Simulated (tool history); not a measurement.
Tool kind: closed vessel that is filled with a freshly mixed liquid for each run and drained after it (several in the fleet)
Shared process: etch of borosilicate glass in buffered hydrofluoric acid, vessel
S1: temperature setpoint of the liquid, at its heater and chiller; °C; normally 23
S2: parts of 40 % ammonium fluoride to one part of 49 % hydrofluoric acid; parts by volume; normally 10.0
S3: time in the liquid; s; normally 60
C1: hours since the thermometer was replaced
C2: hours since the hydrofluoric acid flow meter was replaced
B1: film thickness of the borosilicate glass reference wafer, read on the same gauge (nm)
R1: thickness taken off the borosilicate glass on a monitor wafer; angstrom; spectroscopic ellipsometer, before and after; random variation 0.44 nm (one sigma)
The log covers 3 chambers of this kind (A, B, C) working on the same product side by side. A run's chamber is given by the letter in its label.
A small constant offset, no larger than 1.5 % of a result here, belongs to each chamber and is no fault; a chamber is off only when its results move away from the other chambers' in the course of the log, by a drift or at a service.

run,hour,S1,S2,S3,C1,C2,B1,R1
1A,8.4,23,10.0,60,770.7,207.2,120.02,708.43
2C,14.1,23,10.0,60,938.1,560.8,119.99,722.51
3B,24.0,23,10.0,60,2033.8,132.0,120.00,707.22
4C,31.3,23,10.0,60,955.3,578.0,120.03,718.01
5A,37.7,23,10.0,60,800.0,236.5,119.98,698.04
6B,45.7,23,10.0,60,2055.5,153.7,120.03,714.13
7A,50.7,23,10.0,60,813.0,249.5,119.99,711.56
8B,59.4,23,10.0,60,2069.2,167.4,119.95,711.98
9C,69.5,23,10.0,60,993.5,616.2,120.00,715.64
10C,74.2,23,10.0,60,998.2,620.9,120.05,714.10
11A,82.8,23,10.0,60,845.1,281.6,120.00,706.96
12B,88.2,23,10.0,60,2098.0,196.2,120.01,723.21
13C,96.2,23,10.0,60,1020.2,642.9,120.03,718.85
14A,103.4,23,10.0,60,865.7,302.2,119.99,707.85
15B,109.1,23,10.0,45,2118.9,217.1,120.00,542.57
16A,115.7,23,10.0,45,878.0,314.5,120.00,530.94
17B,123.9,23,10.0,45,2133.7,231.9,120.00,539.34
18C,131.6,23,7.5,40,1055.6,678.3,119.99,625.32
19B,140.5,23,7.5,40,2150.3,248.5,120.01,650.91
20A,146.2,23,7.5,40,908.5,345.0,119.96,612.59
21C,151.6,23,10.0,60,1075.6,698.3,120.01,708.99
22C,159.4,23,8.5,60,1083.4,706.1,120.00,814.13
23B,164.4,23,8.5,60,2174.2,272.4,119.99,843.50
24A,173.8,23,8.5,60,936.1,372.6,119.99,812.45
25A,183.7,23,10.0,60,946.0,382.5,119.99,706.42
26C,192.8,23,10.0,60,1116.8,739.5,119.98,721.32
27B,203.2,23,10.0,60,2213.0,311.2,120.03,734.84
28B,211.3,23,10.0,60,2221.1,319.3,120.01,747.05
29A,218.8,27,10.0,60,981.1,417.6,120.00,880.98
30C,228.7,27,10.0,60,1152.7,775.4,120.00,886.04
31B,236.7,27,10.0,60,2246.5,344.7,119.99,924.02
32C,243.7,23,10.0,60,1167.7,790.4,120.00,719.88
33A,249.3,23,10.0,60,1011.6,448.1,120.03,710.57
34C,257.3,23,10.0,60,1181.3,804.0,119.98,711.10
35B,264.4,23,10.0,60,2274.2,372.4,119.97,751.12

Which is it: a chamber that has drifted or been left off by a service, a gauge drift common to all chambers, or only each chamber's usual small offset? If a chamber is off, name it and its likeliest cause.

One chamber, B, drifts off from the rest bit by bit.
Most likely cause: hydrofluoric acid flow above the setpoint (%) = 10.8.
Not necessarily distinguishable in this log from: liquid hotter than its thermometer reads (K).

Below are 4 candidate recipes for chamber B's next run, each the usual settings with a change, their results shown as question marks. Which of them brings B's results back in line with what the other chambers give on the usual settings?
In line here means within this much of the mean the other chambers give on the usual settings: R1 16.00 angstrom
36B-1,271.8,23.0,9.5,60,,,,?
36B-2,271.8,23.5,10.0,60,,,,?
36B-3,271.8,22.5,10.5,60,,,,?
36B-4,271.8,22.5,10.0,60,,,,?

What the other chambers average on the usual settings: R1 712.58 angstrom
run,R1
36B-1,794.37
36B-2,772.22
36B-3,710.23
36B-4,732.62
36B-3 puts the chamber back in line with the other chambers.

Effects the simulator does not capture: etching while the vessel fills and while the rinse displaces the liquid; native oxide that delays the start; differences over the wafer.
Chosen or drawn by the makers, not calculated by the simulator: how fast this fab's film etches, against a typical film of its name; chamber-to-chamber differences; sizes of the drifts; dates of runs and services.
